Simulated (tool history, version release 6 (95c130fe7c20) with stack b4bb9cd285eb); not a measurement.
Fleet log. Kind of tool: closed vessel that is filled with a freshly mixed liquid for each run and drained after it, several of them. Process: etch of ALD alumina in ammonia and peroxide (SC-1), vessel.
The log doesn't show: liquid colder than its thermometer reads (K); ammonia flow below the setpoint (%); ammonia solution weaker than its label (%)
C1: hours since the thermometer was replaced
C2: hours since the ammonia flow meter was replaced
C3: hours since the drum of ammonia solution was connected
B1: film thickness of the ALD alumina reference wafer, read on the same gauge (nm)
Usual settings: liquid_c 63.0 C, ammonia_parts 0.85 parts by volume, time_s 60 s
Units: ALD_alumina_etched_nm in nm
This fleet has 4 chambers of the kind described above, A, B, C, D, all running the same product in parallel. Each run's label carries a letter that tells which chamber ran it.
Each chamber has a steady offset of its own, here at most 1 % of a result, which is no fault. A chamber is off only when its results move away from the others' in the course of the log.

-- hour=7.3 chamber D: new drum of ammonia solution connected
run 1B hour=10.8 | liquid_c=63.0 ammonia_parts=0.85 time_s=60 | C1=2257.1 C2=341.0 C3=133.7 | B1=40.016 | ALD_alumina_etched_nm=8.0907
run 2D hour=25.4 | liquid_c=63.0 ammonia_parts=0.85 time_s=60 | C1=581.8 C2=354.2 C3=18.1 | B1=39.998 | ALD_alumina_etched_nm=8.2567
run 3C hour=38.4 | liquid_c=63.0 ammonia_parts=0.85 time_s=60 | C1=740.6 C2=1097.2 C3=188.8 | B1=39.975 | ALD_alumina_etched_nm=8.2203
run 4A hour=51.6 | liquid_c=63.0 ammonia_parts=0.85 time_s=60 | C1=1118.4 C2=1370.0 C3=803.9 | B1=40.002 | ALD_alumina_etched_nm=8.2530
run 5A hour=66.7 | liquid_c=63.0 ammonia_parts=1.15 time_s=60 | C1=1133.5 C2=1385.1 C3=819.0 | B1=39.990 | ALD_alumina_etched_nm=8.5888
run 6B hour=76.0 | liquid_c=63.0 ammonia_parts=1.15 time_s=60 | C1=2322.3 C2=406.2 C3=198.9 | B1=39.965 | ALD_alumina_etched_nm=8.4253
run 7D hour=83.6 | liquid_c=63.0 ammonia_parts=1.15 time_s=60 | C1=640.0 C2=412.4 C3=76.3 | B1=39.994 | ALD_alumina_etched_nm=8.4162
run 8C hour=98.5 | liquid_c=63.0 ammonia_parts=1.15 time_s=60 | C1=800.7 C2=1157.3 C3=248.9 | B1=39.991 | ALD_alumina_etched_nm=8.4443
run 9C hour=107.8 | liquid_c=63.0 ammonia_parts=0.85 time_s=60 | C1=810.0 C2=1166.6 C3=258.2 | B1=40.023 | ALD_alumina_etched_nm=8.0884
-- hour=109.2 chamber C: ammonia flow meter replaced
run 10B hour=121.8 | liquid_c=63.0 ammonia_parts=0.85 time_s=60 | C1=2368.1 C2=452.0 C3=244.7 | B1=40.002 | ALD_alumina_etched_nm=8.2632
run 11A hour=132.1 | liquid_c=63.0 ammonia_parts=1.20 time_s=60 | C1=1198.9 C2=1450.5 C3=884.4 | B1=40.003 | ALD_alumina_etched_nm=8.5032
run 12D hour=139.3 | liquid_c=63.0 ammonia_parts=1.20 time_s=60 | C1=695.7 C2=468.1 C3=132.0 | B1=39.994 | ALD_alumina_etched_nm=8.4648
run 13B hour=148.1 | liquid_c=63.0 ammonia_parts=1.20 time_s=60 | C1=2394.4 C2=478.3 C3=271.0 | B1=40.000 | ALD_alumina_etched_nm=8.4500
run 14D hour=162.2 | liquid_c=63.0 ammonia_parts=1.20 time_s=60 | C1=718.6 C2=491.0 C3=154.9 | B1=40.008 | ALD_alumina_etched_nm=8.5684
run 15A hour=173.7 | liquid_c=63.0 ammonia_parts=0.85 time_s=60 | C1=1240.5 C2=1492.1 C3=926.0 | B1=40.000 | ALD_alumina_etched_nm=8.2432
run 16C hour=185.3 | liquid_c=63.0 ammonia_parts=0.85 time_s=60 | C1=887.5 C2=76.2 C3=335.7 | B1=40.006 | ALD_alumina_etched_nm=8.2388
run 17C hour=199.6 | liquid_c=63.0 ammonia_parts=0.85 time_s=60 | C1=901.8 C2=90.5 C3=350.0 | B1=39.973 | ALD_alumina_etched_nm=8.1275
run 18A hour=207.9 | liquid_c=63.0 ammonia_parts=0.85 time_s=60 | C1=1274.7 C2=1526.3 C3=960.2 | B1=40.017 | ALD_alumina_etched_nm=8.2994
run 19B hour=216.9 | liquid_c=53.5 ammonia_parts=0.85 time_s=75 | C1=2463.2 C2=547.1 C3=339.8 | B1=39.996 | ALD_alumina_etched_nm=6.1227
run 20D hour=230.4 | liquid_c=53.5 ammonia_parts=0.85 time_s=75 | C1=786.8 C2=559.2 C3=223.1 | B1=39.987 | ALD_alumina_etched_nm=6.3470
run 21C hour=244.3 | liquid_c=53.5 ammonia_parts=0.85 time_s=75 | C1=946.5 C2=135.2 C3=394.7 | B1=39.982 | ALD_alumina_etched_nm=6.1096
run 22D hour=255.7 | liquid_c=53.5 ammonia_parts=0.85 time_s=75 | C1=812.1 C2=584.5 C3=248.4 | B1=39.963 | ALD_alumina_etched_nm=6.2804
run 23B hour=268.8 | liquid_c=63.0 ammonia_parts=0.85 time_s=60 | C1=2515.1 C2=599.0 C3=391.7 | B1=39.997 | ALD_alumina_etched_nm=8.2576
-- hour=269.3 chamber B: new drum of ammonia solution connected
run 24A hour=280.5 | liquid_c=63.0 ammonia_parts=0.85 time_s=60 | C1=1347.3 C2=1598.9 C3=1032.8 | B1=40.015 | ALD_alumina_etched_nm=8.1733
run 25D hour=290.2 | liquid_c=63.0 ammonia_parts=0.85 time_s=60 | C1=846.6 C2=619.0 C3=282.9 | B1=40.002 | ALD_alumina_etched_nm=8.2113
run 26B hour=303.4 | liquid_c=63.0 ammonia_parts=0.85 time_s=60 | C1=2549.7 C2=633.6 C3=34.1 | B1=39.971 | ALD_alumina_etched_nm=8.2823
run 27C hour=315.9 | liquid_c=63.0 ammonia_parts=0.85 time_s=60 | C1=1018.1 C2=206.8 C3=466.3 | B1=40.006 | ALD_alumina_etched_nm=7.9893
run 28A hour=323.9 | liquid_c=63.0 ammonia_parts=0.85 time_s=60 | C1=1390.7 C2=1642.3 C3=1076.2 | B1=40.001 | ALD_alumina_etched_nm=8.1683
run 29D hour=338.7 | liquid_c=63.0 ammonia_parts=0.85 time_s=60 | C1=895.1 C2=667.5 C3=331.4 | B1=39.976 | ALD_alumina_etched_nm=8.2087
run 30C hour=352.2 | liquid_c=63.0 ammonia_parts=0.85 time_s=60 | C1=1054.4 C2=243.1 C3=502.6 | B1=39.975 | ALD_alumina_etched_nm=7.9407
run 31A hour=368.0 | liquid_c=63.0 ammonia_parts=0.85 time_s=60 | C1=1434.8 C2=1686.4 C3=1120.3 | B1=40.008 | ALD_alumina_etched_nm=8.1841
-- hour=375.4 chamber D: new drum of ammonia solution connected
run 32B hour=383.3 | liquid_c=70.0 ammonia_parts=0.85 time_s=60 | C1=2629.6 C2=713.5 C3=114.0 | B1=40.016 | ALD_alumina_etched_nm=11.6360
run 33C hour=395.6 | liquid_c=70.0 ammonia_parts=0.85 time_s=60 | C1=1097.8 C2=286.5 C3=546.0 | B1=39.984 | ALD_alumina_etched_nm=10.8630
run 34D hour=409.3 | liquid_c=70.0 ammonia_parts=0.85 time_s=60 | C1=965.7 C2=738.1 C3=34.0 | B1=39.981 | ALD_alumina_etched_nm=11.5350
run 35A hour=417.6 | liquid_c=70.0 ammonia_parts=0.85 time_s=60 | C1=1484.4 C2=1736.0 C3=1169.9 | B1=39.992 | ALD_alumina_etched_nm=11.7180
run 36B hour=426.1 | liquid_c=63.0 ammonia_parts=0.85 time_s=60 | C1=2672.4 C2=756.3 C3=156.8 | B1=40.006 | ALD_alumina_etched_nm=8.1280
run 37A hour=436.6 | liquid_c=63.0 ammonia_parts=0.85 time_s=60 | C1=1503.4 C2=1755.0 C3=1188.9 | B1=40.012 | ALD_alumina_etched_nm=8.2695
run 38D hour=451.8 | liquid_c=63.0 ammonia_parts=0.85 time_s=60 | C1=1008.2 C2=780.6 C3=76.5 | B1=40.010 | ALD_alumina_etched_nm=8.2406
run 39C hour=462.5 | liquid_c=63.0 ammonia_parts=0.85 time_s=60 | C1=1164.7 C2=353.4 C3=612.9 | B1=39.978 | ALD_alumina_etched_nm=7.5585

For the next run the whole fleet of 4 chambers uses the same settings. Give each chamber's results:
run 40A hour=474.0 | liquid_c=63.0 ammonia_parts=0.85 time_s=60 | ALD_alumina_etched_nm=?
run 40B hour=474.0 | liquid_c=63.0 ammonia_parts=0.85 time_s=60 | ALD_alumina_etched_nm=?
run 40C hour=474.0 | liquid_c=63.0 ammonia_parts=0.85 time_s=60 | ALD_alumina_etched_nm=?
run 40D hour=474.0 | liquid_c=63.0 ammonia_parts=0.85 time_s=60 | ALD_alumina_etched_nm=?

run=40A ALD_alumina_etched_nm=8.2754
run=40B ALD_alumina_etched_nm=8.2870
run=40C ALD_alumina_etched_nm=7.4978
run=40D ALD_alumina_etched_nm=8.2881

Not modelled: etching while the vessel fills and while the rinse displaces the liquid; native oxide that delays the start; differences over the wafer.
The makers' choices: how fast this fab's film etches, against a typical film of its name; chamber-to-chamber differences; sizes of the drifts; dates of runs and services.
